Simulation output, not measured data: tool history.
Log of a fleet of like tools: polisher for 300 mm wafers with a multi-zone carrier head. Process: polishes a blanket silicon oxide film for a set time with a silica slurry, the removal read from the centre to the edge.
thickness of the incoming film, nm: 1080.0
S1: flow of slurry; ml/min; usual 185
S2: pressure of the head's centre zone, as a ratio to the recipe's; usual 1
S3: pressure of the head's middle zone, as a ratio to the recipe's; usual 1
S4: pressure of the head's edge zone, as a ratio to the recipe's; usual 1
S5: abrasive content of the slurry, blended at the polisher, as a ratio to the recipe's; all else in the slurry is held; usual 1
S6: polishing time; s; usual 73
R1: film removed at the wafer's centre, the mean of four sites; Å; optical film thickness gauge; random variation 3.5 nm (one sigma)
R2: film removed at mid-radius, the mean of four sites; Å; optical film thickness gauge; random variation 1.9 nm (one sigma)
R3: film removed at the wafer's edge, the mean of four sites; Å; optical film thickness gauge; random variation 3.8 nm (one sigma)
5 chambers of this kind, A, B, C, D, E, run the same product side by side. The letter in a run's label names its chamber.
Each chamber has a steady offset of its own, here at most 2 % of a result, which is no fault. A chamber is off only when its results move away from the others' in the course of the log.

run 1C hour=8.1 | S1=185 S2=1 S3=1 S4=1 S5=1 S6=73 | R1=2837.7 R2=2844 R3=2857.4
run 2D hour=13.9 | S1=185 S2=1 S3=1 S4=1 S5=1 S6=73 | R1=2812.7 R2=2856.2 R3=2878.8
run 3E hour=22.4 | S1=185 S2=1 S3=1 S4=1 S5=1 S6=73 | R1=2885.6 R2=2857.6 R3=2952.4
-- hour=31.1 chamber A: worn pad replaced by a new one
run 4A hour=32.2 | S1=185 S2=1 S3=1 S4=1 S5=1 S6=73 | R1=2858.5 R2=2820.1 R3=2794.5
-- hour=38.7 chamber B: edge zone pressure recalibrated
run 5B hour=40 | S1=185 S2=1.08 S3=1 S4=1 S5=1 S6=73 | R1=3167.7 R2=2818 R3=2801.6
run 6B hour=46.5 | S1=185 S2=1.08 S3=1 S4=1 S5=1 S6=73 | R1=3122.3 R2=2773.7 R3=2835.3
-- hour=48.2 chamber C: slurry nozzle cleaned
run 7C hour=52.1 | S1=185 S2=1.08 S3=1 S4=1 S5=1 S6=73 | R1=3080.8 R2=2839.1 R3=2821.1
-- hour=57.8 chamber C: worn pad replaced by a new one
run 8D hour=58.2 | S1=185 S2=1.08 S3=1 S4=1 S5=1 S6=73 | R1=3099.8 R2=2836.9 R3=2812.9
-- hour=59.6 chamber D: slurry nozzle cleaned
run 9E hour=64.9 | S1=185 S2=1.08 S3=1 S4=1 S5=1 S6=73 | R1=3045.9 R2=2861.1 R3=2797.7
run 10A hour=72.6 | S1=185 S2=1 S3=1 S4=1 S5=1 S6=73 | R1=2858.1 R2=2814.8 R3=2807.4
run 11A hour=77.2 | S1=185 S2=1 S3=1 S4=1 S5=1 S6=73 | R1=2923.8 R2=2817.8 R3=2788.4
run 12B hour=84.4 | S1=185 S2=1 S3=1 S4=1 S5=1 S6=73 | R1=2901.8 R2=2813.6 R3=2848.2
run 13D hour=93.7 | S1=185 S2=1 S3=1 S4=1 S5=1 S6=73 | R1=2870.9 R2=2846.1 R3=2811.5
-- hour=99.6 chamber A: slurry nozzle cleaned
run 14C hour=101.5 | S1=185 S2=1 S3=1 S4=1 S5=1 S6=73 | R1=2856.6 R2=2830.8 R3=2801.4
-- hour=103.1 chamber D: centre zone pressure recalibrated
run 15E hour=107.7 | S1=185 S2=1 S3=1 S4=1 S5=1 S6=73 | R1=2829.9 R2=2870 R3=2807.1
run 16B hour=114.6 | S1=185 S2=1.07 S3=1.09 S4=1 S5=1 S6=73 | R1=3051.9 R2=3027.9 R3=2873.7
run 17D hour=119.2 | S1=185 S2=1.07 S3=1.09 S4=1 S5=1 S6=73 | R1=3023.7 R2=3078.8 R3=2835.8
-- hour=122 chamber B: worn pad replaced by a new one
-- hour=127.5 chamber A: worn pad replaced by a new one
run 18A hour=128.3 | S1=185 S2=1.07 S3=1.09 S4=1 S5=1 S6=73 | R1=3074.5 R2=3052 R3=2769.1
run 19E hour=136 | S1=185 S2=1.07 S3=1.09 S4=1 S5=1 S6=73 | R1=3096.3 R2=3092.1 R3=2867.3
-- hour=137.1 chamber E: worn pad replaced by a new one
run 20C hour=145.9 | S1=185 S2=1.07 S3=1.09 S4=1 S5=1 S6=73 | R1=3135.8 R2=3067.5 R3=2849
-- hour=153.5 chamber D: worn pad replaced by a new one
run 21A hour=154.4 | S1=185 S2=1 S3=1 S4=1 S5=1 S6=73 | R1=2846.6 R2=2829 R3=2873.6
run 22B hour=160.8 | S1=185 S2=1 S3=1 S4=1 S5=1 S6=73 | R1=2844.5 R2=2789.4 R3=2842.7
run 23E hour=166.6 | S1=185 S2=1 S3=1 S4=1 S5=1 S6=73 | R1=2774.9 R2=2823.2 R3=2898.9
run 24D hour=173 | S1=185 S2=1 S3=1 S4=1 S5=1 S6=73 | R1=2837.4 R2=2871.2 R3=2836.6
run 25C hour=179.5 | S1=185 S2=0.96 S3=1 S4=1 S5=1 S6=49 | R1=1838.2 R2=1880.6 R3=1982.5
run 26D hour=187.9 | S1=185 S2=0.96 S3=1 S4=1 S5=1 S6=49 | R1=1800.2 R2=1943.9 R3=1925.5
-- hour=193.7 chamber D: edge zone pressure recalibrated
run 27A hour=197.6 | S1=185 S2=0.96 S3=1 S4=1 S5=1 S6=49 | R1=1744 R2=1909.9 R3=1968.8
run 28E hour=205.2 | S1=185 S2=0.96 S3=1 S4=1 S5=1 S6=49 | R1=1771.5 R2=1921.1 R3=1900.1
-- hour=207.8 chamber C: worn pad replaced by a new one
run 29B hour=211.7 | S1=185 S2=0.96 S3=1 S4=1 S5=1 S6=49 | R1=1795.7 R2=1879.1 R3=1906.6
run 30C hour=217.3 | S1=185 S2=0.9 S3=1 S4=1.09 S5=1 S6=73 | R1=2480.8 R2=2819.5 R3=3031.2
run 31C hour=222.8 | S1=185 S2=0.9 S3=1 S4=1.09 S5=1 S6=73 | R1=2506.7 R2=2834.4 R3=3041.5
-- hour=228.1 chamber C: slurry nozzle cleaned
run 32D hour=231.8 | S1=185 S2=0.9 S3=1 S4=1.09 S5=1 S6=73 | R1=2490.6 R2=2845 R3=2993
-- hour=233.4 chamber E: centre zone pressure recalibrated
-- hour=237.5 chamber A: worn pad replaced by a new one
run 33B hour=238.4 | S1=185 S2=0.9 S3=1 S4=1.09 S5=1 S6=73 | R1=2547.4 R2=2812.7 R3=2958.3
run 34A hour=246.5 | S1=185 S2=0.9 S3=1 S4=1.09 S5=1 S6=73 | R1=2354.1 R2=2828.4 R3=2951.3
run 35E hour=252.8 | S1=185 S2=1 S3=0.94 S4=1 S5=1.25 S6=73 | R1=3206.8 R2=2944.1 R3=3116.2
run 36C hour=259 | S1=185 S2=1 S3=0.94 S4=1 S5=1.25 S6=73 | R1=3101 R2=2900 R3=3113.4
run 37A hour=264.1 | S1=185 S2=1 S3=0.94 S4=1 S5=1.25 S6=73 | R1=2836.3 R2=2938.1 R3=3044

All 5 chambers run these settings next. Forecast each chamber's results:
run 38A hour=271.3 | S1=185 S2=1 S3=1 S4=1 S5=1 S6=73 | R1=? R2=? R3=?
run 38B hour=271.3 | S1=185 S2=1 S3=1 S4=1 S5=1 S6=73 | R1=? R2=? R3=?
run 38C hour=271.3 | S1=185 S2=1 S3=1 S4=1 S5=1 S6=73 | R1=? R2=? R3=?
run 38D hour=271.3 | S1=185 S2=1 S3=1 S4=1 S5=1 S6=73 | R1=? R2=? R3=?
run 38E hour=271.3 | S1=185 S2=1 S3=1 S4=1 S5=1 S6=73 | R1=? R2=? R3=?

run=38A R1=2570.4 R2=2818.5 R3=2838.2
run=38B R1=2824.1 R2=2819.8 R3=2859.2
run=38C R1=2818 R2=2832.7 R3=2837.1
run=38D R1=2853 R2=2847.4 R3=2880.2
run=38E R1=2810.9 R2=2834.2 R3=2799.9
